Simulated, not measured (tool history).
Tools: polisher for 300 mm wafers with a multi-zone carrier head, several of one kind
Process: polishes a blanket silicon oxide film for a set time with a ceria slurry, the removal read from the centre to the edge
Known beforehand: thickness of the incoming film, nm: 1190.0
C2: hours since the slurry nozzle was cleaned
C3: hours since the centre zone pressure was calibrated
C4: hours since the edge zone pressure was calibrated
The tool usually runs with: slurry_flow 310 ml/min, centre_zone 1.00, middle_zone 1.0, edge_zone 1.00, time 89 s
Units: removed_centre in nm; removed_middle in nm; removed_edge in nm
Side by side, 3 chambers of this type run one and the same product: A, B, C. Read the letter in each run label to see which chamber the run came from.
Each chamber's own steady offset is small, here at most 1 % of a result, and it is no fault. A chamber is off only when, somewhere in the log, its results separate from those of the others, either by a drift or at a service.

{"run": "1A", "hour": 4.3, "slurry_flow": 310, "centre_zone": 1.0, "middle_zone": 1.0, "edge_zone": 1.0, "time": 89, "wafers polished on this pad": 483, "C2": 33.0, "C3": 1400.3, "C4": 423.5, "removed_centre": 351.62, "removed_middle": 340.03, "removed_edge": 340.94}
{"run": "2C", "hour": 9.1, "slurry_flow": 310, "centre_zone": 1.0, "middle_zone": 1.0, "edge_zone": 1.0, "time": 89, "wafers polished on this pad": 672, "C2": 549.8, "C3": 382.3, "C4": 41.2, "removed_centre": 343.2, "removed_middle": 337.78, "removed_edge": 347.58}
{"hour": 10.2, "done": "chamber B: worn pad replaced by a new one"}
{"run": "3B", "hour": 15.1, "slurry_flow": 310, "centre_zone": 1.0, "middle_zone": 1.0, "edge_zone": 1.0, "time": 89, "wafers polished on this pad": 53, "C2": 350.3, "C3": 406.7, "C4": 112.5, "removed_centre": 342.32, "removed_middle": 346.65, "removed_edge": 334.9}
{"run": "4C", "hour": 19.8, "slurry_flow": 310, "centre_zone": 1.0, "middle_zone": 1.0, "edge_zone": 1.0, "time": 89, "wafers polished on this pad": 788, "C2": 560.5, "C3": 393.0, "C4": 51.9, "removed_centre": 337.06, "removed_middle": 343.9, "removed_edge": 348.64}
{"hour": 23.3, "done": "chamber A: worn pad replaced by a new one"}
{"hour": 24.9, "done": "chamber A: centre zone pressure recalibrated"}
{"run": "5B", "hour": 25.6, "slurry_flow": 310, "centre_zone": 1.0, "middle_zone": 1.0, "edge_zone": 1.0, "time": 89, "wafers polished on this pad": 167, "C2": 360.8, "C3": 417.2, "C4": 123.0, "removed_centre": 341.83, "removed_middle": 337.07, "removed_edge": 339.81}
{"run": "6A", "hour": 30.4, "slurry_flow": 310, "centre_zone": 1.0, "middle_zone": 1.0, "edge_zone": 1.0, "time": 89, "wafers polished on this pad": 77, "C2": 59.1, "C3": 5.5, "C4": 449.6, "removed_centre": 350.63, "removed_middle": 342.47, "removed_edge": 342.08}
{"run": "7A", "hour": 34.4, "slurry_flow": 310, "centre_zone": 1.0, "middle_zone": 1.0, "edge_zone": 1.0, "time": 89, "wafers polished on this pad": 120, "C2": 63.1, "C3": 9.5, "C4": 453.6, "removed_centre": 347.07, "removed_middle": 346.76, "removed_edge": 336.41}
{"run": "8C", "hour": 38.4, "slurry_flow": 310, "centre_zone": 1.0, "middle_zone": 1.0, "edge_zone": 1.0, "time": 89, "wafers polished on this pad": 990, "C2": 579.1, "C3": 411.6, "C4": 70.5, "removed_centre": 338.18, "removed_middle": 340.36, "removed_edge": 344.51}
{"run": "9B", "hour": 44.0, "slurry_flow": 310, "centre_zone": 1.0, "middle_zone": 1.0, "edge_zone": 1.0, "time": 89, "wafers polished on this pad": 367, "C2": 379.2, "C3": 435.6, "C4": 141.4, "removed_centre": 343.89, "removed_middle": 336.75, "removed_edge": 343.89}
{"run": "10C", "hour": 51.1, "slurry_flow": 310, "centre_zone": 0.93, "middle_zone": 1.0, "edge_zone": 1.0, "time": 73, "wafers polished on this pad": 1127, "C2": 591.8, "C3": 424.3, "C4": 83.2, "removed_centre": 257.94, "removed_middle": 279.13, "removed_edge": 274.97}
{"hour": 58.1, "done": "chamber C: worn pad replaced by a new one"}
{"run": "11A", "hour": 58.5, "slurry_flow": 310, "centre_zone": 0.93, "middle_zone": 1.0, "edge_zone": 1.0, "time": 73, "wafers polished on this pad": 382, "C2": 87.2, "C3": 33.6, "C4": 477.7, "removed_centre": 262.15, "removed_middle": 281.64, "removed_edge": 285.72}
{"run": "12B", "hour": 63.1, "slurry_flow": 310, "centre_zone": 0.93, "middle_zone": 1.0, "edge_zone": 1.0, "time": 73, "wafers polished on this pad": 574, "C2": 398.3, "C3": 454.7, "C4": 160.5, "removed_centre": 253.09, "removed_middle": 277.9, "removed_edge": 284.3}
{"run": "13A", "hour": 68.5, "slurry_flow": 310, "centre_zone": 1.0, "middle_zone": 1.0, "edge_zone": 1.0, "time": 89, "wafers polished on this pad": 490, "C2": 97.2, "C3": 43.6, "C4": 487.7, "removed_centre": 344.47, "removed_middle": 341.63, "removed_edge": 338.37}
{"run": "14C", "hour": 73.3, "slurry_flow": 310, "centre_zone": 1.0, "middle_zone": 1.0, "edge_zone": 1.0, "time": 89, "wafers polished on this pad": 165, "C2": 614.0, "C3": 446.5, "C4": 105.4, "removed_centre": 346.72, "removed_middle": 340.92, "removed_edge": 345.5}
{"run": "15B", "hour": 78.3, "slurry_flow": 310, "centre_zone": 1.0, "middle_zone": 1.0, "edge_zone": 1.0, "time": 89, "wafers polished on this pad": 739, "C2": 413.5, "C3": 469.9, "C4": 175.7, "removed_centre": 340.26, "removed_middle": 344.54, "removed_edge": 339.18}
{"run": "16C", "hour": 83.5, "slurry_flow": 310, "centre_zone": 1.0, "middle_zone": 1.0, "edge_zone": 1.0, "time": 89, "wafers polished on this pad": 275, "C2": 624.2, "C3": 456.7, "C4": 115.6, "removed_centre": 351.03, "removed_middle": 337.16, "removed_edge": 349.72}
{"hour": 86.7, "done": "chamber B: slurry nozzle cleaned"}
{"run": "17A", "hour": 87.5, "slurry_flow": 310, "centre_zone": 1.0, "middle_zone": 1.0, "edge_zone": 1.0, "time": 89, "wafers polished on this pad": 696, "C2": 116.2, "C3": 62.6, "C4": 506.7, "removed_centre": 341.82, "removed_middle": 343.44, "removed_edge": 343.29}
{"run": "18B", "hour": 93.1, "slurry_flow": 310, "centre_zone": 1.0, "middle_zone": 1.0, "edge_zone": 1.0, "time": 89, "wafers polished on this pad": 899, "C2": 6.5, "C3": 484.7, "C4": 190.5, "removed_centre": 335.92, "removed_middle": 339.42, "removed_edge": 338.09}
{"hour": 96.6, "done": "chamber A: worn pad replaced by a new one"}
{"run": "19A", "hour": 99.8, "slurry_flow": 310, "centre_zone": 1.0, "middle_zone": 1.0, "edge_zone": 1.0, "time": 89, "wafers polished on this pad": 35, "C2": 128.5, "C3": 74.9, "C4": 519.0, "removed_centre": 338.07, "removed_middle": 340.44, "removed_edge": 338.17}
{"hour": 102.1, "done": "chamber B: worn pad replaced by a new one"}
{"hour": 106.2, "done": "chamber C: slurry nozzle cleaned"}
{"run": "20C", "hour": 106.6, "slurry_flow": 310, "centre_zone": 1.0, "middle_zone": 1.0, "edge_zone": 1.0, "time": 89, "wafers polished on this pad": 526, "C2": 0.4, "C3": 479.8, "C4": 138.7, "removed_centre": 344.45, "removed_middle": 340.27, "removed_edge": 350.61}
{"run": "21B", "hour": 111.6, "slurry_flow": 310, "centre_zone": 1.0, "middle_zone": 1.0, "edge_zone": 1.0, "time": 89, "wafers polished on this pad": 103, "C2": 25.0, "C3": 503.2, "C4": 209.0, "removed_centre": 343.26, "removed_middle": 341.51, "removed_edge": 340.38}
{"run": "22B", "hour": 118.3, "slurry_flow": 310, "centre_zone": 1.0, "middle_zone": 1.0, "edge_zone": 1.0, "time": 89, "wafers polished on this pad": 176, "C2": 31.7, "C3": 509.9, "C4": 215.7, "removed_centre": 339.24, "removed_middle": 339.8, "removed_edge": 345.05}
{"run": "23A", "hour": 121.8, "slurry_flow": 310, "centre_zone": 1.0, "middle_zone": 1.0, "edge_zone": 1.0, "time": 89, "wafers polished on this pad": 274, "C2": 150.5, "C3": 96.9, "C4": 541.0, "removed_centre": 343.22, "removed_middle": 348.85, "removed_edge": 338.6}
{"run": "24C", "hour": 126.2, "slurry_flow": 310, "centre_zone": 1.0, "middle_zone": 1.0, "edge_zone": 1.0, "time": 89, "wafers polished on this pad": 738, "C2": 20.0, "C3": 499.4, "C4": 158.3, "removed_centre": 340.75, "removed_middle": 340.77, "removed_edge": 335.97}
{"run": "25C", "hour": 133.3, "slurry_flow": 310, "centre_zone": 1.0, "middle_zone": 1.0, "edge_zone": 1.0, "time": 89, "wafers polished on this pad": 815, "C2": 27.1, "C3": 506.5, "C4": 165.4, "removed_centre": 343.6, "removed_middle": 343.66, "removed_edge": 346.18}
{"run": "26B", "hour": 140.0, "slurry_flow": 310, "centre_zone": 1.0, "middle_zone": 1.0, "edge_zone": 1.0, "time": 89, "wafers polished on this pad": 412, "C2": 53.4, "C3": 531.6, "C4": 237.4, "removed_centre": 338.69, "removed_middle": 343.63, "removed_edge": 338.26}
{"run": "27A", "hour": 144.8, "slurry_flow": 310, "centre_zone": 1.11, "middle_zone": 1.0, "edge_zone": 1.0, "time": 89, "wafers polished on this pad": 523, "C2": 173.5, "C3": 119.9, "C4": 564.0, "removed_centre": 385.55, "removed_middle": 343.45, "removed_edge": 340.43}
{"run": "28B", "hour": 150.3, "slurry_flow": 310, "centre_zone": 1.11, "middle_zone": 1.0, "edge_zone": 1.0, "time": 89, "wafers polished on this pad": 523, "C2": 63.7, "C3": 541.9, "C4": 247.7, "removed_centre": 387.06, "removed_middle": 341.7, "removed_edge": 337.43}
{"hour": 156.4, "done": "chamber A: worn pad replaced by a new one"}
{"run": "29C", "hour": 157.3, "slurry_flow": 310, "centre_zone": 1.11, "middle_zone": 1.0, "edge_zone": 1.0, "time": 89, "wafers polished on this pad": 1076, "C2": 51.1, "C3": 530.5, "C4": 189.4, "removed_centre": 384.43, "removed_middle": 343.59, "removed_edge": 341.68}
{"hour": 159.7, "done": "chamber A: slurry nozzle cleaned"}
{"run": "30A", "hour": 162.5, "slurry_flow": 400, "centre_zone": 1.0, "middle_zone": 1.0, "edge_zone": 1.0, "time": 89, "wafers polished on this pad": 66, "C2": 2.9, "C3": 137.6, "C4": 581.7, "removed_centre": 351.53, "removed_middle": 355.11, "removed_edge": 341.18}
{"run": "31C", "hour": 167.4, "slurry_flow": 400, "centre_zone": 1.0, "middle_zone": 1.0, "edge_zone": 1.0, "time": 89, "wafers polished on this pad": 1185, "C2": 61.2, "C3": 540.6, "C4": 199.5, "removed_centre": 352.19, "removed_middle": 348.42, "removed_edge": 348.37}
{"run": "32B", "hour": 170.9, "slurry_flow": 400, "centre_zone": 1.0, "middle_zone": 1.0, "edge_zone": 1.0, "time": 89, "wafers polished on this pad": 747, "C2": 84.3, "C3": 562.5, "C4": 268.3, "removed_centre": 351.72, "removed_middle": 349.49, "removed_edge": 342.56}
{"run": "33A", "hour": 178.2, "slurry_flow": 310, "centre_zone": 1.0, "middle_zone": 1.0, "edge_zone": 1.0, "time": 89, "wafers polished on this pad": 237, "C2": 18.6, "C3": 153.3, "C4": 597.4, "removed_centre": 341.94, "removed_middle": 344.83, "removed_edge": 343.19}
{"run": "34A", "hour": 185.4, "slurry_flow": 310, "centre_zone": 1.0, "middle_zone": 1.0, "edge_zone": 1.0, "time": 89, "wafers polished on this pad": 315, "C2": 25.8, "C3": 160.5, "C4": 604.6, "removed_centre": 348.25, "removed_middle": 346.51, "removed_edge": 338.15}
{"hour": 185.9, "done": "chamber B: worn pad replaced by a new one"}
{"run": "35B", "hour": 189.0, "slurry_flow": 310, "centre_zone": 1.0, "middle_zone": 1.0, "edge_zone": 1.0, "time": 89, "wafers polished on this pad": 33, "C2": 102.4, "C3": 580.6, "C4": 286.4, "removed_centre": 336.9, "removed_middle": 343.18, "removed_edge": 341.9}
{"hour": 190.5, "done": "chamber A: edge zone pressure recalibrated"}
{"run": "36C", "hour": 195.8, "slurry_flow": 310, "centre_zone": 1.0, "middle_zone": 1.0, "edge_zone": 1.04, "time": 105, "wafers polished on this pad": 1493, "C2": 89.6, "C3": 569.0, "C4": 227.9, "removed_centre": 401.55, "removed_middle": 406.59, "removed_edge": 419.01}
{"hour": 199.0, "done": "chamber C: worn pad replaced by a new one"}
{"run": "37B", "hour": 200.1, "slurry_flow": 310, "centre_zone": 1.0, "middle_zone": 1.0, "edge_zone": 1.04, "time": 105, "wafers polished on this pad": 154, "C2": 113.5, "C3": 591.7, "C4": 297.5, "removed_centre": 398.34, "removed_middle": 398.61, "removed_edge": 407.42}
{"run": "38C", "hour": 205.0, "slurry_flow": 310, "centre_zone": 1.0, "middle_zone": 1.0, "edge_zone": 1.04, "time": 105, "wafers polished on this pad": 65, "C2": 98.8, "C3": 578.2, "C4": 237.1, "removed_centre": 398.93, "removed_middle": 400.17, "removed_edge": 414.81}
{"run": "39A", "hour": 209.0, "slurry_flow": 310, "centre_zone": 1.0, "middle_zone": 1.0, "edge_zone": 1.0, "time": 89, "wafers polished on this pad": 571, "C2": 49.4, "C3": 184.1, "C4": 18.6, "removed_centre": 342.65, "removed_middle": 343.75, "removed_edge": 349.33}
{"run": "40C", "hour": 213.1, "slurry_flow": 310, "centre_zone": 1.0, "middle_zone": 0.9, "edge_zone": 1.0, "time": 89, "wafers polished on this pad": 152, "C2": 106.9, "C3": 586.3, "C4": 245.2, "removed_centre": 342.02, "removed_middle": 309.82, "removed_edge": 346.22}
{"run": "41B", "hour": 216.3, "slurry_flow": 310, "centre_zone": 1.0, "middle_zone": 0.9, "edge_zone": 1.0, "time": 89, "wafers polished on this pad": 329, "C2": 129.7, "C3": 607.9, "C4": 313.7, "removed_centre": 337.41, "removed_middle": 309.52, "removed_edge": 335.22}
{"hour": 217.3, "done": "chamber A: worn pad replaced by a new one"}
{"run": "42A", "hour": 220.4, "slurry_flow": 310, "centre_zone": 1.0, "middle_zone": 0.9, "edge_zone": 1.0, "time": 89, "wafers polished on this pad": 34, "C2": 60.8, "C3": 195.5, "C4": 30.0, "removed_centre": 332.12, "removed_middle": 312.29, "removed_edge": 340.45}
{"run": "43B", "hour": 227.3, "slurry_flow": 310, "centre_zone": 1.0, "middle_zone": 1.0, "edge_zone": 1.0, "time": 89, "wafers polished on this pad": 449, "C2": 140.7, "C3": 618.9, "C4": 324.7, "removed_centre": 341.4, "removed_middle": 338.74, "removed_edge": 334.34}

Each of the 3 chambers runs these same settings next. Fill in every chamber's results:
{"run": "44A", "hour": 232.6, "slurry_flow": 310, "centre_zone": 1.0, "middle_zone": 1.0, "edge_zone": 1.0, "time": 72, "removed_centre": "?", "removed_middle": "?", "removed_edge": "?"}
{"run": "44B", "hour": 232.6, "slurry_flow": 310, "centre_zone": 1.0, "middle_zone": 1.0, "edge_zone": 1.0, "time": 72, "removed_centre": "?", "removed_middle": "?", "removed_edge": "?"}
{"run": "44C", "hour": 232.6, "slurry_flow": 310, "centre_zone": 1.0, "middle_zone": 1.0, "edge_zone": 1.0, "time": 72, "removed_centre": "?", "removed_middle": "?", "removed_edge": "?"}

run=44A removed_centre=284.98 removed_middle=279.33 removed_edge=270.99
run=44B removed_centre=274.90 removed_middle=276.12 removed_edge=271.47
run=44C removed_centre=277.54 removed_middle=275.93 removed_edge=274.63
